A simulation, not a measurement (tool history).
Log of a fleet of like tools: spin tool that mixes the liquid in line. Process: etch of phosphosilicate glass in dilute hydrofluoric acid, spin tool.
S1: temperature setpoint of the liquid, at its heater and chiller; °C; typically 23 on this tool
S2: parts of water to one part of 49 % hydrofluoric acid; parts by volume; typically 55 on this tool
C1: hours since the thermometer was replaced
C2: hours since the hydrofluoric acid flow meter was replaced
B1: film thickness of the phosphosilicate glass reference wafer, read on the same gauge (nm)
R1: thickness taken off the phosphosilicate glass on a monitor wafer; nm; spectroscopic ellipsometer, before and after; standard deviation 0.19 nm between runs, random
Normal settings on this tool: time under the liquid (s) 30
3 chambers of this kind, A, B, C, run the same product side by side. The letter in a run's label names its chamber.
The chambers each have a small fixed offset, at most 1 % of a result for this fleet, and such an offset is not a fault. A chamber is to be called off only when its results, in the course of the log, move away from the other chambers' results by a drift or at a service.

{"run": "1A", "hour": 13.8, "S1": 23, "S2": 55, "time under the liquid (s)": 30, "C1": 789.3, "C2": 1715, "B1": 149.99, "R1": 54.695}
{"run": "2B", "hour": 25.0, "S1": 23, "S2": 55, "time under the liquid (s)": 30, "C1": 1374.7, "C2": 1805.6, "B1": 150, "R1": 53.645}
{"run": "3C", "hour": 41.0, "S1": 23, "S2": 55, "time under the liquid (s)": 30, "C1": 1093.2, "C2": 1173.9, "B1": 149.99, "R1": 54.401}
{"run": "4B", "hour": 53.8, "S1": 23, "S2": 55, "time under the liquid (s)": 30, "C1": 1403.5, "C2": 1834.4, "B1": 149.99, "R1": 53.485}
{"run": "5C", "hour": 66.0, "S1": 23, "S2": 55, "time under the liquid (s)": 30, "C1": 1118.2, "C2": 1198.9, "B1": 150.01, "R1": 54.075}
{"run": "6A", "hour": 80.8, "S1": 23, "S2": 55, "time under the liquid (s)": 30, "C1": 856.3, "C2": 1782, "B1": 150.02, "R1": 54.707}
{"run": "7C", "hour": 88.6, "S1": 23, "S2": 55, "time under the liquid (s)": 30, "C1": 1140.8, "C2": 1221.5, "B1": 149.99, "R1": 53.888}
{"run": "8A", "hour": 103.7, "S1": 23, "S2": 55, "time under the liquid (s)": 30, "C1": 879.2, "C2": 1804.9, "B1": 149.98, "R1": 54.873}
{"hour": 116.6, "done": "chamber B: hydrofluoric acid flow meter replaced"}
{"run": "9B", "hour": 119.3, "S1": 20.5, "S2": 70, "time under the liquid (s)": 30, "C1": 1469, "C2": 2.8, "B1": 149.99, "R1": 37.175}
{"run": "10B", "hour": 129.7, "S1": 20.5, "S2": 70, "time under the liquid (s)": 30, "C1": 1479.4, "C2": 13.2, "B1": 150, "R1": 37.494}
{"run": "11C", "hour": 145.9, "S1": 20.5, "S2": 70, "time under the liquid (s)": 30, "C1": 1198.1, "C2": 1278.8, "B1": 150, "R1": 37.406}
{"run": "12A", "hour": 157.2, "S1": 23, "S2": 55, "time under the liquid (s)": 30, "C1": 932.7, "C2": 1858.4, "B1": 150.01, "R1": 54.626}
{"run": "13C", "hour": 168.6, "S1": 23, "S2": 55, "time under the liquid (s)": 30, "C1": 1220.8, "C2": 1301.5, "B1": 149.99, "R1": 54.029}
{"run": "14A", "hour": 175.8, "S1": 23, "S2": 55, "time under the liquid (s)": 30, "C1": 951.3, "C2": 1877, "B1": 150, "R1": 54.614}
{"run": "15B", "hour": 186.6, "S1": 23, "S2": 55, "time under the liquid (s)": 30, "C1": 1536.3, "C2": 70.1, "B1": 149.99, "R1": 53.717}
{"run": "16C", "hour": 199.3, "S1": 23, "S2": 55, "time under the liquid (s)": 30, "C1": 1251.5, "C2": 1332.2, "B1": 149.99, "R1": 53.896}
{"run": "17B", "hour": 211.0, "S1": 23, "S2": 55, "time under the liquid (s)": 30, "C1": 1560.7, "C2": 94.5, "B1": 149.99, "R1": 53.645}
{"run": "18A", "hour": 218.2, "S1": 23, "S2": 55, "time under the liquid (s)": 30, "C1": 993.7, "C2": 1919.4, "B1": 150.01, "R1": 54.541}
{"run": "19A", "hour": 225.5, "S1": 23, "S2": 55, "time under the liquid (s)": 30, "C1": 1001, "C2": 1926.7, "B1": 149.97, "R1": 54.85}
{"run": "20B", "hour": 237.6, "S1": 23, "S2": 55, "time under the liquid (s)": 30, "C1": 1587.3, "C2": 121.1, "B1": 149.99, "R1": 53.732}
{"run": "21C", "hour": 247.0, "S1": 23, "S2": 55, "time under the liquid (s)": 30, "C1": 1299.2, "C2": 1379.9, "B1": 150.01, "R1": 54.07}
{"run": "22C", "hour": 257.5, "S1": 23, "S2": 55, "time under the liquid (s)": 30, "C1": 1309.7, "C2": 1390.4, "B1": 150, "R1": 53.837}
{"run": "23B", "hour": 267.3, "S1": 23, "S2": 55, "time under the liquid (s)": 30, "C1": 1617, "C2": 150.8, "B1": 149.99, "R1": 53.893}
{"run": "24A", "hour": 279.6, "S1": 23, "S2": 55, "time under the liquid (s)": 30, "C1": 1055.1, "C2": 1980.8, "B1": 150.01, "R1": 54.275}
{"run": "25A", "hour": 288.8, "S1": 23, "S2": 55, "time under the liquid (s)": 30, "C1": 1064.3, "C2": 1990, "B1": 150, "R1": 54.734}
{"run": "26B", "hour": 303.4, "S1": 23, "S2": 55, "time under the liquid (s)": 30, "C1": 1653.1, "C2": 186.9, "B1": 150, "R1": 53.474}
{"run": "27C", "hour": 316.7, "S1": 23, "S2": 55, "time under the liquid (s)": 30, "C1": 1368.9, "C2": 1449.6, "B1": 150, "R1": 54.016}
{"hour": 320.2, "done": "chamber C: hydrofluoric acid flow meter replaced"}
{"run": "28B", "hour": 328.1, "S1": 23, "S2": 55, "time under the liquid (s)": 30, "C1": 1677.8, "C2": 211.6, "B1": 149.99, "R1": 53.439}
{"run": "29C", "hour": 335.3, "S1": 23, "S2": 55, "time under the liquid (s)": 30, "C1": 1387.5, "C2": 15.1, "B1": 150, "R1": 54.091}
{"run": "30A", "hour": 350.1, "S1": 23, "S2": 55, "time under the liquid (s)": 30, "C1": 1125.6, "C2": 2051.3, "B1": 150.01, "R1": 54.743}
{"run": "31B", "hour": 362.2, "S1": 23, "S2": 55, "time under the liquid (s)": 30, "C1": 1711.9, "C2": 245.7, "B1": 150, "R1": 53.615}
{"run": "32C", "hour": 369.9, "S1": 23, "S2": 55, "time under the liquid (s)": 30, "C1": 1422.1, "C2": 49.7, "B1": 150, "R1": 53.993}
{"run": "33A", "hour": 385.4, "S1": 23, "S2": 55, "time under the liquid (s)": 30, "C1": 1160.9, "C2": 2086.6, "B1": 150.01, "R1": 54.746}
{"run": "34C", "hour": 399.5, "S1": 23, "S2": 55, "time under the liquid (s)": 30, "C1": 1451.7, "C2": 79.3, "B1": 149.99, "R1": 53.993}
{"run": "35B", "hour": 410.7, "S1": 23, "S2": 55, "time under the liquid (s)": 30, "C1": 1760.4, "C2": 294.2, "B1": 149.99, "R1": 53.649}
{"run": "36A", "hour": 425.8, "S1": 23, "S2": 55, "time under the liquid (s)": 30, "C1": 1201.3, "C2": 2127, "B1": 150.01, "R1": 54.691}
{"run": "37B", "hour": 434.5, "S1": 23, "S2": 55, "time under the liquid (s)": 30, "C1": 1784.2, "C2": 318, "B1": 150.01, "R1": 53.708}
{"run": "38A", "hour": 445.0, "S1": 23, "S2": 55, "time under the liquid (s)": 30, "C1": 1220.5, "C2": 2146.2, "B1": 150, "R1": 54.814}

Is one chamber out of step, is the gauge drifting, or do the chambers differ by no more than their own small offsets? For an off chamber, give its letter and the likeliest cause.

Nothing is wrong: each chamber keeps only its own small, steady offset and the gauge holds still.

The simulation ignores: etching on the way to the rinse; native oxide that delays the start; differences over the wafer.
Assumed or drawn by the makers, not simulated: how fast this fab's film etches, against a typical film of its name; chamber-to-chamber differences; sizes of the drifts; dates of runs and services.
